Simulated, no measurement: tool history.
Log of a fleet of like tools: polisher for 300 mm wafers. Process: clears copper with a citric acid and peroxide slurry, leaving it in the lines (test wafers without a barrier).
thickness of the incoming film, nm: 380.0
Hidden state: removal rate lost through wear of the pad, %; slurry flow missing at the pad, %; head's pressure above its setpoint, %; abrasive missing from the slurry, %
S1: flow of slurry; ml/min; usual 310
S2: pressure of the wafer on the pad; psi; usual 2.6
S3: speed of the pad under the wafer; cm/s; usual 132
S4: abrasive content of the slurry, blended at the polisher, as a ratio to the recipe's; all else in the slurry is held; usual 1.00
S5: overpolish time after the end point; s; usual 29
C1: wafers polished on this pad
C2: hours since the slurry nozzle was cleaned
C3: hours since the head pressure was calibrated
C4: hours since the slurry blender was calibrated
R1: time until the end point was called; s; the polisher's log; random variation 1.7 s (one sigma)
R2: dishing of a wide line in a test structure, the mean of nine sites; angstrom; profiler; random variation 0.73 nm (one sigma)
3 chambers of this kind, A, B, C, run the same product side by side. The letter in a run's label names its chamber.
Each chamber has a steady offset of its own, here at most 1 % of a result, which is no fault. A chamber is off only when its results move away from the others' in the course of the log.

run,day,S1,S2,S3,S4,S5,C1,C2,C3,C4,R1,R2
# day 0.050: chamber A: worn pad replaced by a new one
1B,0.212,310,2.6,132,1.00,29,257,182.9,1170.2,61.2,150.99,407.48
2A,0.446,310,2.6,132,1.00,29,41,21.6,133.7,20.5,148.02,419.08
3C,0.683,310,2.6,132,1.00,29,271,20.9,863.6,227.5,147.35,418.81
4C,0.825,310,2.6,132,1.00,29,286,24.3,867.0,230.9,146.44,434.80
5A,1.071,310,2.6,132,1.00,29,107,36.6,148.7,35.5,151.50,417.23
6B,1.279,310,2.6,116,0.75,29,370,208.5,1195.8,86.8,182.19,363.62
7C,1.521,310,2.6,116,0.75,29,359,41.0,883.7,247.6,177.80,369.09
8B,1.829,310,2.6,116,0.75,29,428,221.7,1209.0,100.0,179.21,367.45
# day 2.004: chamber C: slurry blender recalibrated
9A,2.021,310,2.6,132,1.00,29,207,59.4,171.5,58.3,150.40,424.92
10B,2.179,310,2.6,132,1.00,29,464,230.1,1217.4,108.4,149.35,419.05
11C,2.404,310,2.6,132,1.00,29,452,62.2,904.9,9.7,149.42,427.11
12A,2.658,310,2.6,132,1.00,29,274,74.7,186.8,73.6,151.69,419.29
13C,2.875,310,2.6,132,1.00,29,502,73.5,916.2,21.0,148.39,413.32
14B,3.038,310,2.6,132,1.00,29,555,250.7,1238.0,129.0,148.93,412.51
15A,3.283,310,2.6,132,1.00,29,340,89.7,201.8,88.6,147.84,428.63
# day 3.342: chamber C: head pressure recalibrated
16A,3.467,310,2.6,132,1.00,29,359,94.1,206.2,93.0,149.49,405.39
17C,3.746,310,2.6,132,1.00,29,593,94.4,9.7,41.9,133.67,437.85
18B,4.004,310,2.6,132,1.00,29,657,273.9,1261.2,152.2,147.93,410.30
19B,4.317,310,2.6,132,1.00,29,690,281.4,1268.7,159.7,150.47,417.98
20A,4.504,310,2.6,132,1.00,29,469,119.0,231.1,117.9,148.64,415.03
# day 4.650: chamber C: worn pad replaced by a new one
21C,4.829,310,2.6,132,1.00,29,18,120.4,35.7,67.9,134.10,460.79
# day 4.904: chamber B: slurry blender recalibrated
22C,5.096,310,2.6,132,1.00,29,47,126.8,42.1,74.3,138.43,450.66
23B,5.300,310,2.6,132,1.00,29,793,305.0,1292.3,9.6,149.79,422.80
24A,5.508,310,2.6,132,1.00,29,575,143.1,255.2,142.0,149.28,431.98

Is one chamber off against the others, does the gauge drift, or is nothing wrong? If a chamber is off, say which, and what the likeliest cause is.

A service left chamber C off against the others.
Cause: head's pressure above its setpoint, % = 9.28.

Here are 4 candidates for chamber C's next run, each the usual settings with a change, their results left as question marks. Which one brings its results back in line with what the others give on the usual settings?
In line means no further than this from the other chambers' mean on the usual settings: R1 6.00 s; R2 26.00 angstrom
25C-1,5.742,310,2.7,138,1.00,29,,,,,?,?
25C-2,5.742,315,2.8,144,1.00,30,,,,,?,?
25C-3,5.742,310,2.5,126,1.00,29,,,,,?,?
25C-4,5.742,310,2.4,122,1.00,29,,,,,?,?

The other chambers' mean on the usual settings: R1 149.26 s; R2 419.80 angstrom
run,R1,R2
25C-1,124.55,477.85
25C-2,114.97,514.53
25C-3,147.21,425.36
25C-4,158.30,403.34
25C-3 brings the chamber back in line.
